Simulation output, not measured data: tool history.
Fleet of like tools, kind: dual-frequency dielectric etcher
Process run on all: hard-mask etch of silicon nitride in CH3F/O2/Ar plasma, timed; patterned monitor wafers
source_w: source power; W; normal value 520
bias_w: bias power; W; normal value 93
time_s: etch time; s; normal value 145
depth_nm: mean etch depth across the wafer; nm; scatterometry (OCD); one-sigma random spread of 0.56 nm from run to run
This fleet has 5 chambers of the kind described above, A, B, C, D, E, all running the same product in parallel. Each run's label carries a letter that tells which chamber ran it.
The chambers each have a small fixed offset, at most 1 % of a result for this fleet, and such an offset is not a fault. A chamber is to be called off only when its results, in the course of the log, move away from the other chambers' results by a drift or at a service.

run,day,source_w,bias_w,time_s,hours since the last wet clean,hours since the last source power generator calibration,hours since the last bias power generator calibration,"read-back reference wafer on the same gauge, depth_nm",depth_nm
1C,0.533,520,93,145,63.5,4323.5,2169.2,139.01,122.19
2B,0.817,520,93,145,379.8,1555.5,2265.9,139.12,123.17
3E,1.267,520,93,145,266,3213.5,1148.4,138.99,122.41
4A,1.846,520,93,145,303.9,2791.9,1058.9,139.01,122.9
5D,2.188,520,93,145,79.5,464.2,1671.2,139.05,122.74
6C,2.688,400,93,129.5,115.2,4375.2,2220.9,139.07,99.406
7E,3.317,400,93,129.5,315.2,3262.7,1197.6,138.89,98.879
8B,3.796,400,93,129.5,451.3,1627,2337.4,138.9,100.4
9A,4.267,400,93,129.5,362,2850,1117,138.81,98.584
10D,4.721,400,93,129.5,140.3,525,1732,138.88,99.411
# day 4.783: chamber B: bias power generator calibrated
# day 5.012: chamber A: wet clean of the chamber
11B,5.229,520,93,145,485.7,1661.4,10.7,139.01,122.89
12E,5.867,520,93,145,376.4,3323.9,1258.8,138.88,121.31
# day 6.138: chamber E: wet clean of the chamber
13C,6.25,520,93,145,200.7,4460.7,2306.4,139.14,122.71
14A,6.7,520,93,171,40.6,2908.4,1175.4,138.94,144.9
15D,7.046,520,93,171,196.1,580.8,1787.8,139.09,145.63
16A,7.467,520,93,171,59,2926.8,1193.8,139.11,144.3
17E,7.792,520,93,171,39.8,3370.1,1305,139.1,143.82
18C,8.392,520,93,171,252.1,4512.1,2357.8,139,144.79
19B,8.888,520,93,145,573.5,1749.2,98.5,138.92,121.57
20D,9.396,520,93,145,252.5,637.2,1844.2,139.11,121.57
21D,10.038,520,104,105.5,267.9,652.6,1859.6,138.89,92.41
22E,10.658,520,104,105.5,108.6,3438.9,1373.8,138.88,92.83
23A,11.008,520,104,105.5,144,3011.8,1278.8,139.04,92.333
24B,11.604,520,104,105.5,638.7,1814.4,163.7,139.02,91.615
25C,12.025,520,104,105.5,339.3,4599.3,2445,138.85,92.988
# day 12.183: chamber C: source power generator calibrated
26A,12.529,520,93,145,180.5,3048.3,1315.3,138.93,121.53
27D,13.017,520,93,145,339.4,724.1,1931.1,139,121.87
28C,13.442,520,93,145,373.3,30.2,2479,139.07,122.62
29B,13.8,520,93,145,691.4,1867.1,216.4,139.07,120.34
30E,14.2,520,93,145,193.6,3523.9,1458.8,138.91,121.95
# day 14.567: chamber C: wet clean of the chamber
31A,14.567,520,93,145,229.4,3097.2,1364.2,139.01,120.99
32B,14.883,520,93,145,717.4,1893.1,242.4,138.98,119.02
33C,15.383,520,93,145,19.7,76.8,2525.6,139.09,123.32
34D,15.842,520,93,145,407.2,791.9,1998.9,138.99,122.19
35E,16.262,520,93,145,243.1,3573.4,1508.3,138.91,122.11
36D,16.717,430,93,161,428.2,812.9,2019.9,138.93,126.12
37C,17.104,430,93,161,61,118.1,2566.9,138.91,127.72
38E,17.454,430,93,161,271.7,3602,1536.9,138.94,125.53
39A,17.754,430,93,161,305.9,3173.7,1440.7,139.05,126.63
40B,18.05,430,93,161,793.4,1969.1,318.4,138.85,121.63
41C,18.608,520,93,145,97.1,154.2,2603,138.94,122.9
42E,18.929,520,93,183,307.1,3637.4,1572.3,138.89,153.62
43D,19.567,520,93,183,496.6,881.3,2088.3,138.98,154.15
44A,19.9,520,93,183,357.4,3225.2,1492.2,139.05,152.73

What goes on in this fleet: one chamber off, a drifting gauge, or nothing beyond the chambers' own small offsets? Name the chamber and the cause, if any.

One chamber, B, drifts off from the rest bit by bit.
What lies behind it: etch rate under this chamber's usual, % = 4.86.

Chamber B could run next with any of the 4 candidate recipes listed below; each alters the usual settings, and their results appear as question marks. Which one brings its results back in line with what the other chambers deliver on the usual settings?
Maximum distance from the other chambers' mean on the usual settings for a result to count as in line: depth_nm 2 nm
45B-1,20.371,510,91,135,,,,,?
45B-2,20.371,520,92,140,,,,,?
45B-3,20.371,520,93,151,,,,,?
45B-4,20.371,530,95,155,,,,,?

The mean the other chambers reach with the usual settings: depth_nm 122.43 nm
run,depth_nm
45B-1,107.6
45B-2,112.86
45B-3,122.2
45B-4,127.32
45B-3 puts the chamber back in line with the other chambers.
